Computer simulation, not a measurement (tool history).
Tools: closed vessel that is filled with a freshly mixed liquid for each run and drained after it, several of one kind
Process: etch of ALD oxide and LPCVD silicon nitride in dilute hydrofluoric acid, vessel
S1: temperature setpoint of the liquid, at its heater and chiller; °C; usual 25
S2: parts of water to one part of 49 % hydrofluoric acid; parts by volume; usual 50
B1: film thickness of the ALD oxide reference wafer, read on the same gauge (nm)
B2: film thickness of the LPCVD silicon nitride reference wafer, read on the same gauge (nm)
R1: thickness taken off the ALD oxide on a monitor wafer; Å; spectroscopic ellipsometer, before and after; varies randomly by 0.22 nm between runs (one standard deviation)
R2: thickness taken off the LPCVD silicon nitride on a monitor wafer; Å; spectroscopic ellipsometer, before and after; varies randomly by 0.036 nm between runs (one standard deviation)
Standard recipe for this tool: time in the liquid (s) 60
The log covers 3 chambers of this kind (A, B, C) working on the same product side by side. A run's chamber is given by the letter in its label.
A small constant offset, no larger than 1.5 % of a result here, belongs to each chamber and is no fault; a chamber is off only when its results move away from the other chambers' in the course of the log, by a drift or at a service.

run 1A hour=5.4 | S1=25 S2=50 time_in_the_liquid_(s)=60 | B1=120.03 B2=69.994 | R1=287.84 R2=6.4771
run 2C hour=11.9 | S1=25 S2=50 time_in_the_liquid_(s)=60 | B1=119.96 B2=69.993 | R1=277.09 R2=5.4106
run 3B hour=18.2 | S1=25 S2=50 time_in_the_liquid_(s)=60 | B1=120.01 B2=69.993 | R1=285.15 R2=5.8633
run 4C hour=24.5 | S1=25 S2=50 time_in_the_liquid_(s)=60 | B1=119.99 B2=70.026 | R1=276.88 R2=6.4743
run 5A hour=30 | S1=25 S2=50 time_in_the_liquid_(s)=60 | B1=120.02 B2=69.993 | R1=288.02 R2=5.9398
run 6B hour=36.4 | S1=25 S2=65 time_in_the_liquid_(s)=30 | B1=120.02 B2=69.993 | R1=106.81 R2=2.548
run 7C hour=42.4 | S1=25 S2=65 time_in_the_liquid_(s)=30 | B1=120.04 B2=70.007 | R1=106.13 R2=2.1954
run 8A hour=46.6 | S1=25 S2=65 time_in_the_liquid_(s)=30 | B1=120.05 B2=69.987 | R1=107.53 R2=2.3631
run 9B hour=50 | S1=25 S2=50 time_in_the_liquid_(s)=60 | B1=120.03 B2=69.972 | R1=276.05 R2=6.6427
run 10A hour=56.2 | S1=25 S2=50 time_in_the_liquid_(s)=60 | B1=120.01 B2=70.05 | R1=288.81 R2=6.2361
run 11C hour=59.1 | S1=25 S2=50 time_in_the_liquid_(s)=60 | B1=119.99 B2=69.965 | R1=277.38 R2=5.8795
run 12B hour=62.1 | S1=25 S2=50 time_in_the_liquid_(s)=60 | B1=119.99 B2=69.977 | R1=271.59 R2=5.7233
run 13C hour=65.4 | S1=25 S2=50 time_in_the_liquid_(s)=60 | B1=119.99 B2=69.993 | R1=273.68 R2=5.9177
run 14A hour=71.1 | S1=25 S2=50 time_in_the_liquid_(s)=60 | B1=119.98 B2=69.975 | R1=287.78 R2=5.9112
run 15B hour=74.4 | S1=25 S2=50 time_in_the_liquid_(s)=60 | B1=120.01 B2=69.979 | R1=266.12 R2=6.1992
run 16A hour=79.8 | S1=25 S2=50 time_in_the_liquid_(s)=60 | B1=119.97 B2=69.987 | R1=286.03 R2=6.6274
run 17B hour=85.1 | S1=25 S2=50 time_in_the_liquid_(s)=60 | B1=120.01 B2=69.992 | R1=262.69 R2=5.7842
run 18C hour=88.3 | S1=25 S2=50 time_in_the_liquid_(s)=60 | B1=120.01 B2=69.973 | R1=278.66 R2=6.9536
run 19C hour=91.8 | S1=25 S2=50 time_in_the_liquid_(s)=60 | B1=119.99 B2=69.994 | R1=280.14 R2=7.1127
run 20A hour=95.3 | S1=25 S2=50 time_in_the_liquid_(s)=60 | B1=120.03 B2=69.978 | R1=284.68 R2=6.2654

Which is it: a chamber that has drifted or been left off by a service, a gauge drift common to all chambers, or only each chamber's usual small offset? If a chamber is off, name it and its likeliest cause.

Chamber B drifts away from the others.
Most likely cause: liquid colder than its thermometer reads (K) = 1.53.

Chamber B could run next with any of the 4 candidate recipes listed below; each alters the usual settings, and their results appear as question marks. Which one brings its results back in line with what the other chambers deliver on the usual settings?
Maximum distance from the other chambers' mean on the usual settings for a result to count as in line: R1 7.8 Å; R2 1.3 Å
run 21B-1 hour=100 | S1=23.5 S2=50 time_in_the_liquid_(s)=60 | R1=? R2=?
run 21B-2 hour=100 | S1=26.5 S2=50 time_in_the_liquid_(s)=60 | R1=? R2=?
run 21B-3 hour=100 | S1=25.5 S2=50 time_in_the_liquid_(s)=60 | R1=? R2=?
run 21B-4 hour=100 | S1=24.5 S2=50 time_in_the_liquid_(s)=60 | R1=? R2=?

Usual-settings mean across the other chambers: R1 282.25 Å; R2 6.3214 Å
run=21B-1 R1=249.04 R2=5.4384
run=21B-2 R1=281.8 R2=6.6588
run=21B-3 R1=270.59 R2=6.2302
run=21B-4 R1=259.64 R2=5.8223
21B-2 brings the chamber back in line.
